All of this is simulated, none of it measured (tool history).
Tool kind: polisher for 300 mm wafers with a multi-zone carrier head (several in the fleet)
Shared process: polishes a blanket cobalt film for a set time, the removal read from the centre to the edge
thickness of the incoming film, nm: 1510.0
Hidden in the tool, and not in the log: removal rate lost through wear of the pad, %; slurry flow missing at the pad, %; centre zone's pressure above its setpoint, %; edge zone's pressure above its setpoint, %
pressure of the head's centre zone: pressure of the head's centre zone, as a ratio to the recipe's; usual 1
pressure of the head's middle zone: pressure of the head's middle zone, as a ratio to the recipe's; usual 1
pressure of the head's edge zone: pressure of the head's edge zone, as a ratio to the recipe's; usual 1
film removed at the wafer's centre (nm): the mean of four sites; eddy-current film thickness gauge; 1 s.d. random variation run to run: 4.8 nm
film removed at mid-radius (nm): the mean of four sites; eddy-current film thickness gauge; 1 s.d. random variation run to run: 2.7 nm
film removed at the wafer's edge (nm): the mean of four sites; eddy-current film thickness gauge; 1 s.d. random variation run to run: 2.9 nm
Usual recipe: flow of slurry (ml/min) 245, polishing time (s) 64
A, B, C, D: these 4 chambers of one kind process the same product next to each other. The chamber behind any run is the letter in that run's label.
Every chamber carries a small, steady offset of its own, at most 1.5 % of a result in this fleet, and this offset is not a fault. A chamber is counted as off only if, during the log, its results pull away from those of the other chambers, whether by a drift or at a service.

run	hour	flow of slurry (ml/min)	pressure of the head's centre zone	pressure of the head's middle zone	pressure of the head's edge zone	polishing time (s)	wafers polished on this pad	hours since the slurry nozzle was cleaned	hours since the centre zone pressure was calibrated	hours since the edge zone pressure was calibrated	film removed at the wafer's centre (nm)	film removed at mid-radius (nm)	film removed at the wafer's edge (nm)
1A	6.3	245	1	1	1	64	126	193.8	611.1	238.2	434.66	442.2	442.88
# hour 7.7: chamber C: worn pad replaced by a new one
2D	11.3	245	1	1	1	64	91	81.6	222.1	638.7	444.36	438.73	437
3C	17.9	245	1	1	1	64	56	226.1	583.3	313.8	438.64	431.14	434.24
4B	27.1	245	1	1	1	64	596	522.9	833.6	609.4	427.13	437.85	437.3
5B	34.8	245	1	1	1	64	638	530.6	841.3	617.1	435.21	434.48	437.24
# hour 37.2: chamber B: edge zone pressure recalibrated
6D	41.5	245	1	1	1	64	256	111.8	252.3	668.9	424.52	435.61	435.47
7A	48.9	245	1	1	1	64	359	236.4	653.7	280.8	436.31	438.47	439.39
# hour 51.8: chamber B: worn pad replaced by a new one
8C	58.3	245	1	1	1	64	277	266.5	623.7	354.2	429.44	427.29	432.02
9C	67	245	1	1	1	64	325	275.2	632.4	362.9	427.68	428.83	431.84
10A	75.2	245	1.11	1	0.94	64	503	262.7	680	307.1	494.45	439.82	425.87
11B	80.5	245	1.11	1	0.94	64	157	576.3	887	43.4	492.59	436.63	426.08
12D	88.7	245	1.11	1	0.94	64	515	159	299.5	716.1	465.1	432.69	415.08
13B	93.7	245	1.11	1	0.94	64	230	589.5	900.2	56.6	484.08	435.93	418.95
14D	100	305	1	1	1	64	577	170.3	310.8	727.4	435.57	442.15	441.86
15C	108.8	305	1	1	1	64	554	317	674.2	404.7	446.32	435.96	442.76
# hour 110.9: chamber D: edge zone pressure recalibrated
16A	116.4	305	1	1	1	64	729	303.9	721.2	348.3	446.53	452.89	448.87
17A	121.2	305	1	1	1	64	756	308.7	726	353.1	455.78	449.63	441.17
# hour 128.4: chamber B: slurry nozzle cleaned
18C	128.5	245	1	1	1	64	663	336.7	693.9	424.4	432.95	429.29	428.67
# hour 129: chamber C: slurry nozzle cleaned
# hour 135.5: chamber C: worn pad replaced by a new one
19B	136.9	245	1	1	1	64	467	8.6	943.4	99.8	430.32	443.04	434.15
20D	141.2	245	1.04	1	1	64	803	211.5	352	30.4	432.51	422.58	431.24
21C	148.4	245	1.04	1	1	64	71	19.5	713.8	444.3	457.82	431.63	431.18
22A	153.9	245	1.04	1	1	64	935	341.4	758.7	385.8	450.71	442.15	435.19
23D	159.1	245	1.04	1	1	64	902	229.4	369.9	48.3	427.77	412.73	423.08
24B	164.1	245	1	1	1	64	616	35.8	970.6	127	442.67	434.51	445.66

Does one chamber stand apart from the rest, does the shared gauge drift, or is all well apart from small per-chamber offsets? Give the chamber and the most likely cause, where there is one.

One chamber, D, drifts off from the rest bit by bit.
Most likely cause: slurry flow missing at the pad, % = 33.6.
With only this log, it may be confused with: removal rate lost through wear of the pad, %.

Which of the 4 candidates below, each the usual settings with something changed and its results left as question marks, puts chamber D back in line with what the other chambers give on the usual settings?
To be in line, a result may differ from the other chambers' mean on the usual settings by at most: film removed at the wafer's centre (nm) 17; film removed at mid-radius (nm) 9.3; film removed at the wafer's edge (nm) 10
25D-1	170.8	250	1.02	1.01	0.99	67					?	?	?
25D-2	170.8	240	0.98	0.99	1.01	62					?	?	?
25D-3	170.8	235	0.96	0.99	1.02	59					?	?	?
25D-4	170.8	255	1.04	1.02	0.98	69					?	?	?

The mean the other chambers reach with the usual settings: film removed at the wafer's centre (nm) 436.22; film removed at mid-radius (nm) 437.13; film removed at the wafer's edge (nm) 436.98
run	film removed at the wafer's centre (nm)	film removed at mid-radius (nm)	film removed at the wafer's edge (nm)
25D-1	437.68	440.8	438.86
25D-2	384.27	397.66	408.33
25D-3	355.85	377.01	389.5
25D-4	462.32	459.61	450.65
25D-1 puts the chamber back in line with the other chambers.

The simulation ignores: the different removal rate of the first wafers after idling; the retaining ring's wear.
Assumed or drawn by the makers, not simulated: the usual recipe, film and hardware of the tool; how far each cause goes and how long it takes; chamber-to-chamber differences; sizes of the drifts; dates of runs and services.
